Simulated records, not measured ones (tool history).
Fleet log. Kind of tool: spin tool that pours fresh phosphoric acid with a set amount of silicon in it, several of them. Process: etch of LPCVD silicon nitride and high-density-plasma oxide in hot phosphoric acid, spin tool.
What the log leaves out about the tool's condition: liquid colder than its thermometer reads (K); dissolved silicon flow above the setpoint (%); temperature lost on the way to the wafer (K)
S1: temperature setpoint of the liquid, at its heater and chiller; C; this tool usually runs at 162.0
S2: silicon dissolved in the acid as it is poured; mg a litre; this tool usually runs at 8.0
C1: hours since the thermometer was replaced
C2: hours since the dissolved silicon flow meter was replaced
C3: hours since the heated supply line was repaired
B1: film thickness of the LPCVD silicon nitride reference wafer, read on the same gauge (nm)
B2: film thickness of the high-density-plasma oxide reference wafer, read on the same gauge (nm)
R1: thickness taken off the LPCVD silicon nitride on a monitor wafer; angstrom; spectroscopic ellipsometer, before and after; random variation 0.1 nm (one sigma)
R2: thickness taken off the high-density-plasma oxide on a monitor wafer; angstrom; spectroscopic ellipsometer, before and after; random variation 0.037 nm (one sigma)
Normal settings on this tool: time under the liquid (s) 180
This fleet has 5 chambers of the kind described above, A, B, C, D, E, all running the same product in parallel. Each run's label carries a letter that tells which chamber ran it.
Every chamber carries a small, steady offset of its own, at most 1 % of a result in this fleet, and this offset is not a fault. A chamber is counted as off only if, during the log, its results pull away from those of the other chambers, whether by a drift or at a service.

Run 1C, hour 6.7: usual settings; C1 517.6; C2 1144.5; C3 626.5; B1 69.995; B2 69.992. Result: R1 172.39 angstrom, R2 9.5071 angstrom.
Run 2A, hour 11.5: usual settings; C1 1084.4; C2 522.2; C3 142.7; B1 69.991; B2 69.993. Result: R1 171.71 angstrom, R2 9.0772 angstrom.
Run 3E, hour 19.0: usual settings; C1 701.4; C2 623.4; C3 2115.1; B1 69.998; B2 70.010. Result: R1 170.87 angstrom, R2 9.1781 angstrom.
Run 4D, hour 25.4: usual settings; C1 364.8; C2 1411.4; C3 1362.4; B1 70.007; B2 69.976. Result: R1 169.93 angstrom, R2 9.1942 angstrom.
Run 5B, hour 32.3: usual settings; C1 440.0; C2 337.5; C3 291.7; B1 69.980; B2 70.036. Result: R1 171.67 angstrom, R2 9.3621 angstrom.
Run 6E, hour 35.6: usual settings; C1 718.0; C2 640.0; C3 2131.7; B1 69.986; B2 70.041. Result: R1 170.58 angstrom, R2 9.8222 angstrom.
Run 7D, hour 41.4: usual settings; C1 380.8; C2 1427.4; C3 1378.4; B1 69.992; B2 70.054. Result: R1 170.42 angstrom, R2 9.1859 angstrom.
Run 8C, hour 45.2: usual settings; C1 556.1; C2 1183.0; C3 665.0; B1 70.006; B2 70.007. Result: R1 170.45 angstrom, R2 8.6998 angstrom.
Run 9A, hour 51.0: usual settings; C1 1123.9; C2 561.7; C3 182.2; B1 69.999; B2 69.979. Result: R1 169.75 angstrom, R2 8.7041 angstrom.
Run 10B, hour 58.0: usual settings; C1 465.7; C2 363.2; C3 317.4; B1 70.044; B2 70.058. Result: R1 172.60 angstrom, R2 9.0405 angstrom.
Run 11C, hour 62.0: usual settings; C1 572.9; C2 1199.8; C3 681.8; B1 69.981; B2 69.999. Result: R1 170.28 angstrom, R2 9.0924 angstrom.
Run 12A, hour 66.2: usual settings but S1 163.5 C; C1 1139.1; C2 576.9; C3 197.4; B1 69.986; B2 70.025. Result: R1 178.97 angstrom, R2 11.1310 angstrom.
Run 13D, hour 73.0: usual settings but S1 163.5 C; C1 412.4; C2 1459.0; C3 1410.0; B1 70.018; B2 70.012. Result: R1 179.68 angstrom, R2 9.9499 angstrom.
Run 14B, hour 79.0: usual settings but S1 163.5 C; C1 486.7; C2 384.2; C3 338.4; B1 70.026; B2 69.972. Result: R1 180.34 angstrom, R2 10.7650 angstrom.
Run 15E, hour 84.6: usual settings but S1 163.5 C; C1 767.0; C2 689.0; C3 2180.7; B1 70.023; B2 69.954. Result: R1 180.59 angstrom, R2 10.5290 angstrom.
Run 16E, hour 90.5: usual settings but S1 163.5 C; C1 772.9; C2 694.9; C3 2186.6; B1 70.011; B2 70.019. Result: R1 179.49 angstrom, R2 9.7325 angstrom.
Run 17C, hour 96.6: usual settings; C1 607.5; C2 1234.4; C3 716.4; B1 70.013; B2 69.984. Result: R1 172.23 angstrom, R2 9.4564 angstrom.
Run 18D, hour 104.3: usual settings; C1 443.7; C2 1490.3; C3 1441.3; B1 70.030; B2 70.028. Result: R1 170.65 angstrom, R2 8.6380 angstrom.
At hour 105.1: chamber D: dissolved silicon flow meter replaced.
Run 19B, hour 109.1: usual settings; C1 516.8; C2 414.3; C3 368.5; B1 69.980; B2 70.026. Result: R1 172.84 angstrom, R2 9.0395 angstrom.
Run 20A, hour 115.2: usual settings; C1 1188.1; C2 625.9; C3 246.4; B1 69.997; B2 69.981. Result: R1 170.35 angstrom, R2 9.9860 angstrom.
Run 21D, hour 120.7: usual settings; C1 460.1; C2 15.6; C3 1457.7; B1 70.051; B2 70.031. Result: R1 170.29 angstrom, R2 9.2134 angstrom.
Run 22C, hour 126.3: usual settings; C1 637.2; C2 1264.1; C3 746.1; B1 70.019; B2 69.970. Result: R1 170.56 angstrom, R2 9.6339 angstrom.
Run 23B, hour 132.0: usual settings; C1 539.7; C2 437.2; C3 391.4; B1 70.018; B2 69.985. Result: R1 171.10 angstrom, R2 9.3923 angstrom.
Run 24E, hour 139.3: usual settings but S1 165.0 C, S2 13.5 mg a litre; C1 821.7; C2 743.7; C3 2235.4; B1 69.998; B2 70.051. Result: R1 189.83 angstrom, R2 9.2207 angstrom.
Run 25A, hour 145.4: usual settings but S1 165.0 C, S2 13.5 mg a litre; C1 1218.3; C2 656.1; C3 276.6; B1 70.004; B2 69.988. Result: R1 189.03 angstrom, R2 9.9546 angstrom.
Run 26B, hour 151.1: usual settings but S1 165.0 C, S2 13.5 mg a litre; C1 558.8; C2 456.3; C3 410.5; B1 69.968; B2 70.002. Result: R1 188.46 angstrom, R2 10.2030 angstrom.
Run 27E, hour 156.0: usual settings but S1 165.0 C, S2 13.5 mg a litre; C1 838.4; C2 760.4; C3 2252.1; B1 69.974; B2 70.005. Result: R1 191.59 angstrom, R2 9.9981 angstrom.
Run 28A, hour 160.0: usual settings but S1 165.0 C, S2 13.5 mg a litre; C1 1232.9; C2 670.7; C3 291.2; B1 70.010; B2 70.048. Result: R1 189.31 angstrom, R2 10.3780 angstrom.
Run 29D, hour 163.9: usual settings; C1 503.3; C2 58.8; C3 1500.9; B1 70.047; B2 69.989. Result: R1 170.00 angstrom, R2 8.6754 angstrom.
Run 30C, hour 171.5: usual settings; C1 682.4; C2 1309.3; C3 791.3; B1 70.000; B2 69.975. Result: R1 172.19 angstrom, R2 9.5051 angstrom.
Run 31B, hour 178.5: usual settings; C1 586.2; C2 483.7; C3 437.9; B1 70.005; B2 70.029. Result: R1 171.75 angstrom, R2 9.7269 angstrom.
Run 32D, hour 184.8: usual settings; C1 524.2; C2 79.7; C3 1521.8; B1 69.988; B2 69.997. Result: R1 171.14 angstrom, R2 8.9298 angstrom.

Next, every chamber runs the same settings. What will each give?
Run 33A, hour 190.3: usual settings but S2 6.0 mg a litre. Result: R1 ?, R2 ?.
Run 33B, hour 190.3: usual settings but S2 6.0 mg a litre. Result: R1 ?, R2 ?.
Run 33C, hour 190.3: usual settings but S2 6.0 mg a litre. Result: R1 ?, R2 ?.
Run 33D, hour 190.3: usual settings but S2 6.0 mg a litre. Result: R1 ?, R2 ?.
Run 33E, hour 190.3: usual settings but S2 6.0 mg a litre. Result: R1 ?, R2 ?.

run      R1      R2
33A  170.76  9.3450
33B  171.53  9.1921
33C  170.46  9.5486
33D  171.75  9.5445
33E  170.82  9.6514

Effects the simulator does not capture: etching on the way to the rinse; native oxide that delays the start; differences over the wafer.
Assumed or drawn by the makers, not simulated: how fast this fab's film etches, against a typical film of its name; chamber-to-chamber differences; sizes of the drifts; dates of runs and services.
